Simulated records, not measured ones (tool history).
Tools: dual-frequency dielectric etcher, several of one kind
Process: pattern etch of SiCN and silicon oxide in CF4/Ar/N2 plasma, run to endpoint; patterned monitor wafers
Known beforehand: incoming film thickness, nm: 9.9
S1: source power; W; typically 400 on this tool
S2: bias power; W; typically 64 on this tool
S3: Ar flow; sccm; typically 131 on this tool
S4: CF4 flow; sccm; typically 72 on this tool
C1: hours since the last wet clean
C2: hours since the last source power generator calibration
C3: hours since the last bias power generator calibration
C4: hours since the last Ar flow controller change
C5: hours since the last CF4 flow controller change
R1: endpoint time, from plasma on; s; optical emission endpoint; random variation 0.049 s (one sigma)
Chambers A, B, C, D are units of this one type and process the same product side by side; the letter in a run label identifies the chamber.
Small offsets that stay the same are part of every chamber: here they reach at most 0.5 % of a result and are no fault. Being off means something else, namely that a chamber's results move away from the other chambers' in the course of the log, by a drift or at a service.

run 1A hour=7.5 | S1=400 S2=64 S3=131 S4=72 | C1=463.6 C2=846.9 C3=2463.5 C4=3016 C5=645.4 | R1=13.818
run 2B hour=14.1 | S1=400 S2=64 S3=131 S4=72 | C1=165.7 C2=2727.2 C3=3606.7 C4=2029.4 C5=826 | R1=13.848
run 3C hour=19.7 | S1=400 S2=64 S3=131 S4=72 | C1=39.4 C2=4330.9 C3=777.3 C4=5156.5 C5=704.5 | R1=13.859
run 4D hour=28.2 | S1=400 S2=64 S3=131 S4=72 | C1=150.5 C2=167.1 C3=2800.2 C4=3246.6 C5=2162.9 | R1=13.787
run 5D hour=32.8 | S1=400 S2=64 S3=131 S4=72 | C1=155.1 C2=171.7 C3=2804.8 C4=3251.2 C5=2167.5 | R1=13.778
run 6A hour=40.7 | S1=400 S2=64 S3=131 S4=72 | C1=496.8 C2=880.1 C3=2496.7 C4=3049.2 C5=678.6 | R1=13.826
run 7C hour=46 | S1=400 S2=57 S3=131 S4=81 | C1=65.7 C2=4357.2 C3=803.6 C4=5182.8 C5=730.8 | R1=14.051
run 8B hour=51 | S1=400 S2=57 S3=131 S4=81 | C1=202.6 C2=2764.1 C3=3643.6 C4=2066.3 C5=862.9 | R1=14.16
run 9D hour=59.3 | S1=400 S2=57 S3=131 S4=81 | C1=181.6 C2=198.2 C3=2831.3 C4=3277.7 C5=2194 | R1=14.081
run 10A hour=64.5 | S1=400 S2=57 S3=131 S4=81 | C1=520.6 C2=903.9 C3=2520.5 C4=3073 C5=702.4 | R1=13.993
run 11C hour=73 | S1=400 S2=64 S3=131 S4=72 | C1=92.7 C2=4384.2 C3=830.6 C4=5209.8 C5=757.8 | R1=13.678
run 12B hour=78.2 | S1=400 S2=64 S3=131 S4=72 | C1=229.8 C2=2791.3 C3=3670.8 C4=2093.5 C5=890.1 | R1=13.927
run 13C hour=82.6 | S1=400 S2=64 S3=131 S4=72 | C1=102.3 C2=4393.8 C3=840.2 C4=5219.4 C5=767.4 | R1=13.81
run 14B hour=90 | S1=400 S2=64 S3=131 S4=72 | C1=241.6 C2=2803.1 C3=3682.6 C4=2105.3 C5=901.9 | R1=13.865
run 15D hour=98.3 | S1=400 S2=64 S3=131 S4=72 | C1=220.6 C2=237.2 C3=2870.3 C4=3316.7 C5=2233 | R1=13.606
run 16A hour=106.9 | S1=400 S2=64 S3=131 S4=72 | C1=563 C2=946.3 C3=2562.9 C4=3115.4 C5=744.8 | R1=13.832
run 17A hour=114.2 | S1=400 S2=64 S3=131 S4=72 | C1=570.3 C2=953.6 C3=2570.2 C4=3122.7 C5=752.1 | R1=13.783
run 18C hour=120 | S1=400 S2=64 S3=131 S4=72 | C1=139.7 C2=4431.2 C3=877.6 C4=5256.8 C5=804.8 | R1=13.797
run 19D hour=127.9 | S1=400 S2=64 S3=99 S4=85 | C1=250.2 C2=266.8 C3=2899.9 C4=3346.3 C5=2262.6 | R1=12.535
run 20B hour=134.2 | S1=400 S2=64 S3=99 S4=85 | C1=285.8 C2=2847.3 C3=3726.8 C4=2149.5 C5=946.1 | R1=12.885
run 21A hour=138.3 | S1=400 S2=64 S3=99 S4=85 | C1=594.4 C2=977.7 C3=2594.3 C4=3146.8 C5=776.2 | R1=12.907
run 22B hour=144.2 | S1=400 S2=64 S3=99 S4=85 | C1=295.8 C2=2857.3 C3=3736.8 C4=2159.5 C5=956.1 | R1=12.941
run 23C hour=152.1 | S1=400 S2=64 S3=131 S4=72 | C1=171.8 C2=4463.3 C3=909.7 C4=5288.9 C5=836.9 | R1=13.721
run 24D hour=156.1 | S1=400 S2=64 S3=131 S4=72 | C1=278.4 C2=295 C3=2928.1 C4=3374.5 C5=2290.8 | R1=13.276
run 25A hour=162.8 | S1=400 S2=64 S3=131 S4=72 | C1=618.9 C2=1002.2 C3=2618.8 C4=3171.3 C5=800.7 | R1=13.812
run 26D hour=171.1 | S1=400 S2=64 S3=131 S4=72 | C1=293.4 C2=310 C3=2943.1 C4=3389.5 C5=2305.8 | R1=13.325
run 27B hour=177.1 | S1=400 S2=64 S3=131 S4=72 | C1=328.7 C2=2890.2 C3=3769.7 C4=2192.4 C5=989 | R1=13.858
run 28C hour=182.1 | S1=400 S2=64 S3=131 S4=72 | C1=201.8 C2=4493.3 C3=939.7 C4=5318.9 C5=866.9 | R1=13.797
run 29D hour=187.5 | S1=400 S2=64 S3=131 S4=86 | C1=309.8 C2=326.4 C3=2959.5 C4=3405.9 C5=2322.2 | R1=12.685

The same settings go to every chamber for the next run, one line per chamber below. Forecast the results for each:
run 30A hour=193.8 | S1=400 S2=64 S3=156 S4=72 | R1=?
run 30B hour=193.8 | S1=400 S2=64 S3=156 S4=72 | R1=?
run 30C hour=193.8 | S1=400 S2=64 S3=156 S4=72 | R1=?
run 30D hour=193.8 | S1=400 S2=64 S3=156 S4=72 | R1=?

run=30A R1=14.241
run=30B R1=14.306
run=30C R1=14.074
run=30D R1=13.488
